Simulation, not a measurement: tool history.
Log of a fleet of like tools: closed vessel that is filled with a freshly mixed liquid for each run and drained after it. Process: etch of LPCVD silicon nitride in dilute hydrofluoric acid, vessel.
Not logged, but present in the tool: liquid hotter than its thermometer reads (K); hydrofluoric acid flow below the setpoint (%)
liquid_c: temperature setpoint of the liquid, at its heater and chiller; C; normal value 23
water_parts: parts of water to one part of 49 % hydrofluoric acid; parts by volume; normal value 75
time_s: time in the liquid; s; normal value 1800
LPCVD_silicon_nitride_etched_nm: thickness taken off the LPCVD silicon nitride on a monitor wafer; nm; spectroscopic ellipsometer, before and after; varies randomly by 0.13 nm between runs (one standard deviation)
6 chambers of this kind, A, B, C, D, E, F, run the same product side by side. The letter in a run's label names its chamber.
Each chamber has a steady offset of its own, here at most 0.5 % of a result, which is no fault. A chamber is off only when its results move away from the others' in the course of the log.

run   hour  liquid_c  water_parts  time_s  hours since the thermometer was replaced  hours since the hydrofluoric acid flow meter was replaced  read-back film thickness of the LPCVD silicon nitride reference wafer, read on the same gauge (nm)  LPCVD_silicon_nitride_etched_nm
 1E    7.7        23           75    1800                                      75.4                                                      526.9                                                                                                 130                           13.107
 2A   11.8        23           75    1800                                     699.1                                                      338.7                                                                                              130.03                           12.954
 3B   19.8        23           75    1800                                     683.8                                                      130.6                                                                                              129.98                            13.13
 4D   25.7        23           75    1800                                     894.7                                                     1844.3                                                                                              129.99                           13.141
 5F   30.2        23           75    1800                                    2044.4                                                      534.7                                                                                              129.97                           13.282
 6C   36.2        23          110    1800                                     531.2                                                      978.1                                                                                              129.95                           8.9655
 7D   44.1        23          110    1800                                     913.1                                                     1862.7                                                                                              130.01                           9.0595
 8B   51.7        23          110    1800                                     715.7                                                      162.5                                                                                              130.01                           9.1834
 9C   59.5        23          110    1800                                     554.5                                                     1001.4                                                                                                 130                           9.0127
10A     67        23          110    1800                                     754.3                                                      393.9                                                                                              130.02                           9.2895
11E   72.1        23          110    1800                                     139.8                                                      591.3                                                                                              129.99                           8.9615
12F   75.6        23           75    1800                                    2089.8                                                      580.1                                                                                                 130                           13.138
13A   79.8        23           75    1800                                     767.1                                                      406.7                                                                                              129.97                           13.207
      82.6  -- chamber D: hydrofluoric acid flow meter replaced
14B   84.1        23           75    1800                                     748.1                                                      194.9                                                                                              130.02                           13.127
15C   88.8        23           75    1800                                     583.8                                                     1030.7                                                                                                 130                           13.127
16E   96.7        23           75    1800                                     164.4                                                      615.9                                                                                              129.99                           13.301
17F  102.3        23           95    1800                                    2116.5                                                      606.8                                                                                              129.98                           10.319
18D  108.1        23           95    1800                                     977.1                                                       25.5                                                                                                 130                           10.405
19C  111.6        23           95    1800                                     606.6                                                     1053.5                                                                                              130.02                           10.253
20A  115.8        23           95    1800                                     803.1                                                      442.7                                                                                              129.99                           10.886
21E  121.9        23           95    1800                                     189.6                                                      641.1                                                                                              129.99                           10.277
22D  128.3        23           95    1800                                     997.3                                                       45.7                                                                                              130.01                           10.475
23B  135.9        23           75    1800                                     799.9                                                      246.7                                                                                                 130                           13.098
24F  143.6        23           75    1800                                    2157.8                                                      648.1                                                                                              129.98                           13.221
25C  148.9        23           75    1800                                     643.9                                                     1090.8                                                                                                 130                           13.055
26D  153.6        23           75    1800                                    1022.6                                                         71                                                                                              129.98                           13.359
27A  157.9        23           75    1800                                     845.2                                                      484.8                                                                                              129.99                           14.366
28E  164.3      19.5          100    1800                                       232                                                      683.5                                                                                              130.01                           7.8885
29F  168.5      19.5          100    1800                                    2182.7                                                        673                                                                                              129.97                           7.8494
30B  174.5      19.5          100    1800                                     838.5                                                      285.3                                                                                              130.02                            7.838
31B  180.1      19.5          100    1800                                     844.1                                                      290.9                                                                                              129.98                           7.7265
32F  183.9      19.5          100    1800                                    2198.1                                                      688.4                                                                                              129.99                           8.0239
33C  192.1      19.5          100    1800                                     687.1                                                       1134                                                                                              129.98                           7.8574
34D  197.2        23           75    1800                                    1066.2                                                      114.6                                                                                                 130                           13.374
35E  202.3        23           75    1800                                       270                                                      721.5                                                                                              129.98                           13.294
36A  209.4        23           75    1800                                     896.7                                                      536.3                                                                                              129.97                           14.834
37E  217.3      19.5           50    1800                                       285                                                      736.5                                                                                              129.98                           15.446
38D  222.1      19.5           50    1800                                    1091.1                                                      139.5                                                                                                 130                           15.498

Which is it: a chamber that has drifted or been left off by a service, a gauge drift common to all chambers, or only each chamber's usual small offset? If a chamber is off, name it and its likeliest cause.

Chamber A drifts away from the others.
Likeliest cause: liquid hotter than its thermometer reads (K) = 2.08.
From this log alone, it may not be told apart from: hydrofluoric acid flow above the setpoint (%).

Which of the 4 candidates below, each the usual settings with something changed and its results left as question marks, puts chamber A back in line with what the other chambers give on the usual settings?
In line here means within this much of the mean the other chambers give on the usual settings: LPCVD_silicon_nitride_etched_nm 0.44 nm
39A-1  227.9      23.5           75    1970                                                                                                                                                                                                                                         ?
39A-2  227.9      26.5           75    1800                                                                                                                                                                                                                                         ?
39A-3  227.9        23           95    1800                                                                                                                                                                                                                                         ?
39A-4  227.9        23           85    1800                                                                                                                                                                                                                                         ?

Other chambers, usual settings, mean: LPCVD_silicon_nitride_etched_nm 13.222 nm
  run  LPCVD_silicon_nitride_etched_nm
39A-1                           16.916
39A-2                           18.787
39A-3                           11.845
39A-4                            13.22
The right change is 39A-4: it brings the chamber back within the allowed miss of the others.
